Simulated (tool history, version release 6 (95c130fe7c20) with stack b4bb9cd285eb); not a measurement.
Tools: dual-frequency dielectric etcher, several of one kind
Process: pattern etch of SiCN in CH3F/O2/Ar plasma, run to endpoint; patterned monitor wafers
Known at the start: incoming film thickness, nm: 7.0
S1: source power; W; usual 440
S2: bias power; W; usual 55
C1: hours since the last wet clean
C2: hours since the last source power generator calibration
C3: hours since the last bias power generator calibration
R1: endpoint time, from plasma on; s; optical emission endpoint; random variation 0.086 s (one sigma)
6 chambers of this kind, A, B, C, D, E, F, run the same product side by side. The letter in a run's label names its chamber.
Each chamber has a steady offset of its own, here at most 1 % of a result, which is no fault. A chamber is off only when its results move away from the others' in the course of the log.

run,hour,S1,S2,C1,C2,C3,R1
1A,4.4,440,55,398.7,2459.4,1429.8,19.862
2E,8.6,440,55,195.3,388.6,57.7,19.6
3C,11.9,440,55,557.9,2209.3,2029,19.731
4F,17.4,440,55,437.6,71.4,163.6,19.812
# hour 23.7: chamber C: wet clean of the chamber
5B,23.9,440,55,206.6,48.7,3076.1,19.643
6D,29.2,440,55,152.8,2849.9,1215.4,19.764
7A,32.4,440,55,426.7,2487.4,1457.8,19.724
8B,38.3,440,55,221,63.1,3090.5,19.589
# hour 41.8: chamber F: wet clean of the chamber
9D,43.8,440,55,167.4,2864.5,1230,19.793
10C,48,440,55,24.3,2245.4,2065.1,19.564
11F,53.7,350,55,12,107.7,199.9,21.652
12E,58.7,350,55,245.4,438.7,107.8,21.267
13C,65.6,350,55,41.9,2263,2082.7,21.389
14F,70,350,55,28.3,124,216.2,21.45
15B,73.3,350,55,256,98.1,3125.5,21.393
16A,78.1,350,55,472.4,2533.1,1503.5,21.585
17E,82,340,49,268.7,462,131.1,22.68
18D,87.9,340,49,211.5,2908.6,1274.1,22.471
19B,93.2,340,49,275.9,118,3145.4,22.526
20F,98.2,340,49,56.5,152.2,244.4,22.715
21E,101.4,340,49,288.1,481.4,150.5,22.521
22D,107.5,340,49,231.1,2928.2,1293.7,22.5
23A,111.8,440,55,506.1,2566.8,1537.2,19.998
24C,118.2,440,55,94.5,2315.6,2135.3,19.806
25F,122.5,440,55,80.8,176.5,268.7,19.69
26C,126.2,360,55,102.5,2323.6,2143.3,21.089
27E,132.8,360,55,319.5,512.8,181.9,21.262
28D,137.4,360,55,261,2958.1,1323.6,21.125
29B,142.2,360,55,324.9,167,3194.4,21.126
30A,146.7,360,55,541,2601.7,1572.1,21.345
31B,150.3,360,55,333,175.1,3202.5,21.28
32F,153.6,440,55,111.9,207.6,299.8,19.785
33E,158,490,64,344.7,538,207.1,18.057
# hour 158.9: chamber A: wet clean of the chamber
34A,162.6,490,64,3.8,2617.6,1588,17.963
35C,168.2,490,64,144.5,2365.6,2185.3,17.869
36D,174,490,64,297.6,2994.7,1360.2,17.911

What goes on in this fleet: one chamber off, a drifting gauge, or nothing beyond the chambers' own small offsets? Name the chamber and the cause, if any.

No chamber stands off beyond its own small offset, and the gauge holds steady.
